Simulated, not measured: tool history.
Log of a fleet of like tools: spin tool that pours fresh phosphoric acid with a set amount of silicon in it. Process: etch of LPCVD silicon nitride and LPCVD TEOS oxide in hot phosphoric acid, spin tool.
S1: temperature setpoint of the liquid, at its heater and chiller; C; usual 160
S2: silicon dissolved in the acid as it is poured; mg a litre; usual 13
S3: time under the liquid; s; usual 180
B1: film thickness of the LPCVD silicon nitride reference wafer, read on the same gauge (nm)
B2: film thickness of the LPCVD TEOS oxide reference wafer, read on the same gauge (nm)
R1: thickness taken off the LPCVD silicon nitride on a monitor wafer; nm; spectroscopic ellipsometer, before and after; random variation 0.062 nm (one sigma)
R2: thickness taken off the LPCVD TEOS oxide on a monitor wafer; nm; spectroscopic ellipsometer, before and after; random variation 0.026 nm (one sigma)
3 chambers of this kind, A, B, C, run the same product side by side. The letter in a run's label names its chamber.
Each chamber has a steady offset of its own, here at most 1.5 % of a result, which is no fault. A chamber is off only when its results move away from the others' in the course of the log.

Run 1B, hour 8.3: usual settings; B1 110.01; B2 140.02. Result: R1 14.819 nm, R2 0.91387 nm.
Run 2C, hour 14.7: usual settings; B1 109.97; B2 139.99. Result: R1 14.545 nm, R2 0.99425 nm.
Run 3A, hour 24.1: usual settings; B1 110.00; B2 140.01. Result: R1 14.586 nm, R2 0.92323 nm.
Run 4B, hour 33.1: usual settings; B1 110.04; B2 139.99. Result: R1 14.765 nm, R2 0.86859 nm.
Run 5A, hour 42.9: usual settings; B1 110.04; B2 140.02. Result: R1 14.639 nm, R2 0.91211 nm.
Run 6C, hour 52.8: usual settings; B1 109.99; B2 140.02. Result: R1 14.553 nm, R2 0.90924 nm.
Run 7A, hour 61.1: usual settings; B1 110.01; B2 140.01. Result: R1 14.685 nm, R2 0.90170 nm.
Run 8B, hour 69.1: usual settings; B1 109.96; B2 140.01. Result: R1 14.767 nm, R2 0.88496 nm.
Run 9C, hour 79.6: usual settings; B1 109.99; B2 140.00. Result: R1 14.746 nm, R2 0.96464 nm.
At hour 82.3: chamber B: thermometer replaced.
Run 10B, hour 90.5: usual settings; B1 110.00; B2 140.00. Result: R1 14.881 nm, R2 0.89083 nm.
Run 11C, hour 96.3: usual settings; B1 110.00; B2 140.01. Result: R1 14.720 nm, R2 0.88957 nm.
Run 12A, hour 101.7: usual settings; B1 110.01; B2 140.01. Result: R1 14.496 nm, R2 0.90243 nm.
Run 13A, hour 107.2: usual settings; B1 110.00; B2 140.00. Result: R1 14.508 nm, R2 0.88737 nm.
Run 14B, hour 115.3: usual settings but S3 125 s; B1 110.03; B2 140.00. Result: R1 10.277 nm, R2 0.63873 nm.
Run 15C, hour 127.4: usual settings but S3 125 s; B1 110.03; B2 140.01. Result: R1 10.186 nm, R2 0.61256 nm.
Run 16C, hour 134.6: usual settings but S3 125 s; B1 110.01; B2 140.01. Result: R1 10.162 nm, R2 0.62460 nm.
Run 17B, hour 144.8: usual settings; B1 110.02; B2 140.00. Result: R1 14.775 nm, R2 0.89153 nm.
Run 18A, hour 154.0: usual settings but S2 3 mg a litre; B1 109.99; B2 140.01. Result: R1 14.344 nm, R2 1.06440 nm.
Run 19A, hour 161.4: usual settings but S2 3 mg a litre; B1 110.01; B2 139.99. Result: R1 14.253 nm, R2 1.05170 nm.
Run 20B, hour 166.8: usual settings but S2 3 mg a litre; B1 110.00; B2 140.00. Result: R1 14.842 nm, R2 1.04880 nm.
Run 21C, hour 175.8: usual settings; B1 110.00; B2 139.99. Result: R1 14.637 nm, R2 0.92951 nm.
Run 22C, hour 183.3: usual settings; B1 109.97; B2 140.01. Result: R1 14.654 nm, R2 0.90397 nm.
Run 23B, hour 194.7: usual settings; B1 109.99; B2 140.02. Result: R1 14.748 nm, R2 0.90484 nm.
Run 24A, hour 202.7: usual settings; B1 109.99; B2 140.00. Result: R1 14.228 nm, R2 0.87045 nm.
Run 25A, hour 211.6: usual settings; B1 110.02; B2 139.99. Result: R1 14.206 nm, R2 0.87083 nm.
Run 26C, hour 222.2: usual settings; B1 110.03; B2 140.01. Result: R1 14.607 nm, R2 0.87108 nm.
Run 27B, hour 229.6: usual settings; B1 109.97; B2 140.01. Result: R1 14.748 nm, R2 0.90417 nm.
Run 28B, hour 236.3: usual settings; B1 110.02; B2 140.00. Result: R1 14.858 nm, R2 0.91663 nm.
Run 29C, hour 248.4: usual settings; B1 110.01; B2 140.00. Result: R1 14.652 nm, R2 0.85367 nm.

What goes on in this fleet: one chamber off, a drifting gauge, or nothing beyond the chambers' own small offsets? Name the chamber and the cause, if any.

Chamber A drifts away from the others.
Cause: temperature lost on the way to the wafer (K) = 1.24.
The log may not tell that from: liquid colder than its thermometer reads (K).

Here are 4 candidates for chamber A's next run, each the usual settings with a change, their results left as question marks. Which one brings its results back in line with what the others give on the usual settings?
In line means no further than this from the other chambers' mean on the usual settings: R1 0.220 nm; R2 0.09100 nm
Run 30A-1, hour 257.3: usual settings but S1 159.5 C, S2 15.0 mg a litre, S3 175 s. Result: R1 ?, R2 ?.
Run 30A-2, hour 257.3: usual settings but S2 12.5 mg a litre, S3 185 s. Result: R1 ?, R2 ?.
Run 30A-3, hour 257.3: usual settings but S2 13.5 mg a litre, S3 175 s. Result: R1 ?, R2 ?.
Run 30A-4, hour 257.3: usual settings but S2 12.0 mg a litre, S3 190 s. Result: R1 ?, R2 ?.

The other chambers' mean on the usual settings: R1 14.746 nm; R2 0.91623 nm
  run      R1       R2
30A-1  13.378  0.73372
30A-2  14.384  0.85545
30A-3  13.606  0.79017
30A-4  14.772  0.88891
30A-4 brings the chamber back in line.

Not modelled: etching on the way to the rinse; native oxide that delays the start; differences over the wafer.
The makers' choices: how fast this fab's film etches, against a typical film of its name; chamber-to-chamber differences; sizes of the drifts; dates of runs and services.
